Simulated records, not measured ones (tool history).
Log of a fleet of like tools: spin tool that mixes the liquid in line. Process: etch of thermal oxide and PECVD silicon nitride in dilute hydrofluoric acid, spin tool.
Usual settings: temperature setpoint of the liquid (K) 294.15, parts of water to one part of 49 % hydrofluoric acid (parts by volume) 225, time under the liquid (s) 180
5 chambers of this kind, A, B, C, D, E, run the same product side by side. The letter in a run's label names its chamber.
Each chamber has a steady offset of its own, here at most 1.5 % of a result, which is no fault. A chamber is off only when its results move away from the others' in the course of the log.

run	day	temperature setpoint of the liquid (K)	parts of water to one part of 49 % hydrofluoric acid (parts by volume)	time under the liquid (s)	read-back film thickness of the thermal oxide reference wafer, read on the same gauge (nm)	read-back film thickness of the PECVD silicon nitride reference wafer, read on the same gauge (nm)	thickness taken off the thermal oxide on a monitor wafer (angstrom)	thickness taken off the PECVD silicon nitride on a monitor wafer (angstrom)
1B	0.333	294.15	225	180	70.029	30.012	28.575	23.296
2C	0.883	294.15	225	180	70.005	30.013	28.799	22.964
3A	1.342	294.15	225	180	70.023	30.006	28.148	23.381
4E	1.908	294.15	225	180	70.031	29.976	28.733	23.647
5D	2.342	294.15	225	180	70.013	30.011	28.042	23.55
6A	2.746	294.15	225	180	70.01	30.021	28.077	23.23
7E	3.029	290.15	225	265	69.999	30.001	35.87	26.566
8B	3.529	290.15	225	265	69.979	30.025	36.485	26.595
9C	4.067	290.15	225	265	69.967	29.996	35.771	26.598
10D	4.579	290.15	225	265	70.027	29.993	35.501	26.822
# day 4.779: chamber D: hydrofluoric acid flow meter replaced
11B	4.929	290.15	225	265	69.972	30.008	35.428	26.375
# day 5.146: chamber E: hydrofluoric acid flow meter replaced
12A	5.283	294.15	225	180	69.978	30.017	28.189	23.612
13D	5.9	294.15	225	180	70.025	29.991	28.265	23.815
14E	6.188	294.15	225	180	69.994	29.994	28.114	23.115
15C	6.817	294.15	225	180	69.985	29.971	28.918	23.286
16C	7.171	294.15	225	180	70.019	30.003	28.779	24.025
17B	7.562	290.15	225	230	69.985	30.003	30.97	23.259
18A	7.954	290.15	225	230	70.018	30.012	30.738	22.956
19D	8.433	290.15	225	230	70	30.013	30.624	23.358
20E	8.758	290.15	225	230	69.982	29.999	31.013	23.237
21B	9.275	290.15	225	230	69.969	30.002	31.496	23.247
22D	9.671	294.15	225	180	70.009	29.98	27.827	23.206
23C	10.258	294.15	225	125	69.999	30.031	19.598	16.464
24A	10.662	294.15	225	125	70.038	30.023	19.598	16.229
25E	11.008	294.15	225	125	69.981	30	19.832	16.255
26B	11.308	294.15	225	125	69.993	29.985	19.475	15.96
27D	11.892	294.15	225	125	70.015	30.006	19.292	15.685
# day 12.054: chamber E: thermometer replaced
28A	12.429	294.15	225	180	70.032	30	28.394	23.134
29C	12.962	294.15	225	180	70.011	30.003	28.627	23.759
30E	13.45	294.15	225	180	69.987	29.996	28.45	23.44
31B	13.792	294.15	225	180	70.015	29.995	27.342	22.24
32E	14.404	294.15	225	180	69.988	30.01	28.661	23.178
33D	15.062	291.15	225	180	69.993	29.974	25.314	19.022
34A	15.658	291.15	225	180	70.003	30.036	25.518	19.337
35C	16.217	291.15	225	180	70.026	30.021	25.615	18.932
36E	16.738	291.15	225	180	70.029	29.971	25.322	19.144
37C	17.121	291.15	225	180	69.989	30.007	25.383	19.379
38A	17.604	294.15	225	180	70.004	30.008	28.437	23.418
39B	17.975	294.15	225	180	69.994	29.962	27.491	21.634
40D	18.488	294.15	225	180	70.014	30.028	27.801	23.329

All 5 chambers run these settings next. Forecast each chamber's results:
41A	18.958	294.15	225	90			?	?
41B	18.958	294.15	225	90			?	?
41C	18.958	294.15	225	90			?	?
41D	18.958	294.15	225	90			?	?
41E	18.958	294.15	225	90			?	?

run	thickness taken off the thermal oxide on a monitor wafer (angstrom)	thickness taken off the PECVD silicon nitride on a monitor wafer (angstrom)
41A	13.964	11.725
41B	13.632	10.917
41C	14.349	11.877
41D	13.934	11.64
41E	14.219	11.809
